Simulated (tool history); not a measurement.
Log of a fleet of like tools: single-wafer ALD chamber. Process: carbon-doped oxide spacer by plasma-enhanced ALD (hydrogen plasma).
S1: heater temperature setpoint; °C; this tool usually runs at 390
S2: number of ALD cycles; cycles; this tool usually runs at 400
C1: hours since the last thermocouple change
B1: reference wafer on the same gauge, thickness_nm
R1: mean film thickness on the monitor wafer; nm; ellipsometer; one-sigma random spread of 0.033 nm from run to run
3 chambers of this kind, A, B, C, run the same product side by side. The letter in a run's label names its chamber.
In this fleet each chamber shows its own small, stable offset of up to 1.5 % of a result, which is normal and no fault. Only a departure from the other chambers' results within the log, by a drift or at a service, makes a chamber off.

run,hour,S1,S2,C1,B1,R1
1C,3.7,390,400,891.1,19.201,19.821
2B,8.3,390,400,2242.6,19.206,19.821
3A,12.2,390,400,2000.5,19.219,19.923
4B,15.7,390,400,2250.0,19.218,19.820
5A,21.4,390,400,2009.7,19.218,19.931
6C,27.4,390,400,914.8,19.226,19.821
7A,34.1,390,400,2022.4,19.224,19.920
8C,38.5,390,400,925.9,19.227,19.819
9B,45.2,390,400,2279.5,19.237,19.812
10C,51.9,390,400,939.3,19.252,19.807
11B,56.4,390,400,2290.7,19.238,19.825
12A,62.2,390,400,2050.5,19.268,19.898
13A,69.0,390,424,2057.3,19.259,21.155
14C,76.3,390,424,963.7,19.269,21.038
15B,80.1,390,424,2314.4,19.267,21.059
16B,87.2,390,400,2321.5,19.281,19.882
# hour 89.8: chamber B: thermocouple changed; heater temperature recalibrated
17C,92.3,390,400,979.7,19.272,19.858
18A,96.5,390,400,2084.8,19.285,19.958
19A,103.9,390,400,2092.2,19.290,19.967
20C,111.0,390,400,998.4,19.301,19.943
21B,115.6,390,400,25.9,19.306,19.943
22C,121.2,395,472,1008.6,19.309,23.500
23B,128.5,395,472,38.8,19.316,23.618
24A,136.0,395,472,2124.3,19.315,23.613
25A,143.4,390,400,2131.7,19.321,19.982

Next, every chamber runs the same settings. What will each give?
26A,148.9,390,400,,,?
26B,148.9,390,400,,,?
26C,148.9,390,400,,,?

run,R1
26A,20.002
26B,19.934
26C,19.956
